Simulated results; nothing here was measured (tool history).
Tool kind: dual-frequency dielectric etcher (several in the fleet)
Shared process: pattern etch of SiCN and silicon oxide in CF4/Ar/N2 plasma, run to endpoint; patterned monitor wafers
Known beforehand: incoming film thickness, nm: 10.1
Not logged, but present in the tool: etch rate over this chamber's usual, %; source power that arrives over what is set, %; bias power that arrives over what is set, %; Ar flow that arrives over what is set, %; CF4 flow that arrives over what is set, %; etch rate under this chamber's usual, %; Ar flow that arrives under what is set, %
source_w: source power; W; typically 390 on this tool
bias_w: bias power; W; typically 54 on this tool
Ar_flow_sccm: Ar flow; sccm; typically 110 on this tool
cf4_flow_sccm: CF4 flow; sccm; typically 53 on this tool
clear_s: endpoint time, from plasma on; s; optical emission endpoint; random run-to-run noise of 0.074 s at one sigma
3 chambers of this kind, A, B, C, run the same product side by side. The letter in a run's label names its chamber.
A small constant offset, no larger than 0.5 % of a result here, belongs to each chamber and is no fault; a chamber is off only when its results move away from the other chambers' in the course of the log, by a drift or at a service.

run	hour	source_w	bias_w	Ar_flow_sccm	cf4_flow_sccm	hours since the last wet clean	hours since the last source power generator calibration	hours since the last bias power generator calibration	hours since the last Ar flow controller change	hours since the last CF4 flow controller change	clear_s
1A	4.7	390	54	110	53	204.3	3558.6	2807.1	3643.7	2448.6	15.558
2B	12.4	390	54	110	53	263.3	109.6	1969.1	628.7	661.5	15.597
3C	16.8	390	54	110	53	45.0	990.2	558.6	2109.0	2312.9	15.643
4C	25.1	390	54	110	53	53.3	998.5	566.9	2117.3	2321.2	15.533
5A	30.6	390	54	110	53	230.2	3584.5	2833.0	3669.6	2474.5	15.638
6B	36.0	390	54	110	53	286.9	133.2	1992.7	652.3	685.1	15.701
7B	42.8	390	54	110	53	293.7	140.0	1999.5	659.1	691.9	15.784
8C	49.1	390	54	110	53	77.3	1022.5	590.9	2141.3	2345.2	15.483
9A	52.8	390	54	110	53	252.4	3606.7	2855.2	3691.8	2496.7	15.414
10C	59.2	390	54	110	53	87.4	1032.6	601.0	2151.4	2355.3	15.545
11B	65.6	390	54	110	53	316.5	162.8	2022.3	681.9	714.7	15.552
12A	71.7	390	54	110	53	271.3	3625.6	2874.1	3710.7	2515.6	15.375
13B	78.5	390	54	110	53	329.4	175.7	2035.2	694.8	727.6	15.616
14A	85.5	390	54	110	53	285.1	3639.4	2887.9	3724.5	2529.4	15.492
15C	92.9	390	54	110	53	121.1	1066.3	634.7	2185.1	2389.0	15.520
16C	98.8	390	54	110	53	127.0	1072.2	640.6	2191.0	2394.9	15.554
17A	103.5	390	54	110	53	303.1	3657.4	2905.9	3742.5	2547.4	15.443
18B	108.2	390	54	110	53	359.1	205.4	2064.9	724.5	757.3	15.719
19A	115.8	390	54	110	53	315.4	3669.7	2918.2	3754.8	2559.7	15.539
20C	121.8	390	54	110	53	150.0	1095.2	663.6	2214.0	2417.9	15.524
21B	127.5	390	54	110	53	378.4	224.7	2084.2	743.8	776.6	15.936
22B	131.5	390	54	110	53	382.4	228.7	2088.2	747.8	780.6	15.988
23C	136.7	390	54	110	53	164.9	1110.1	678.5	2228.9	2432.8	15.583
24A	142.4	390	54	110	53	342.0	3696.3	2944.8	3781.4	2586.3	15.507
25C	150.6	340	54	100	53	178.8	1124.0	692.4	2242.8	2446.7	17.192
26B	158.5	340	54	100	53	409.4	255.7	2115.2	774.8	807.6	17.752
27A	162.8	340	54	100	53	362.4	3716.7	2965.2	3801.8	2606.7	17.231
28C	169.8	390	54	110	53	198.0	1143.2	711.6	2262.0	2465.9	15.591
29B	174.9	390	54	110	53	425.8	272.1	2131.6	791.2	824.0	16.212

Is one chamber out of step, is the gauge drifting, or do the chambers differ by no more than their own small offsets? For an off chamber, give its letter and the likeliest cause.

One chamber, B, drifts off from the rest bit by bit.
Cause: etch rate under this chamber's usual, % = 4.33.
Not necessarily distinguishable in this log from: source power that arrives under what is set, %.

Here are 4 candidates for chamber B's next run, each the usual settings with a change, their results left as question marks. Which one brings its results back in line with what the others give on the usual settings?
In-line tolerance around the mean of the other chambers on the usual settings: clear_s 0.260 s
30B-1	180.9	350	54	110	52						?
30B-2	180.9	370	54	111	52						?
30B-3	180.9	390	65	99	58						?
30B-4	180.9	410	54	109	53						?

What the other chambers average on the usual settings: clear_s 15.516 s
run	clear_s
30B-1	17.897
30B-2	17.084
30B-3	14.767
30B-4	15.526
The right change is 30B-4: it brings the chamber back within the allowed miss of the others.
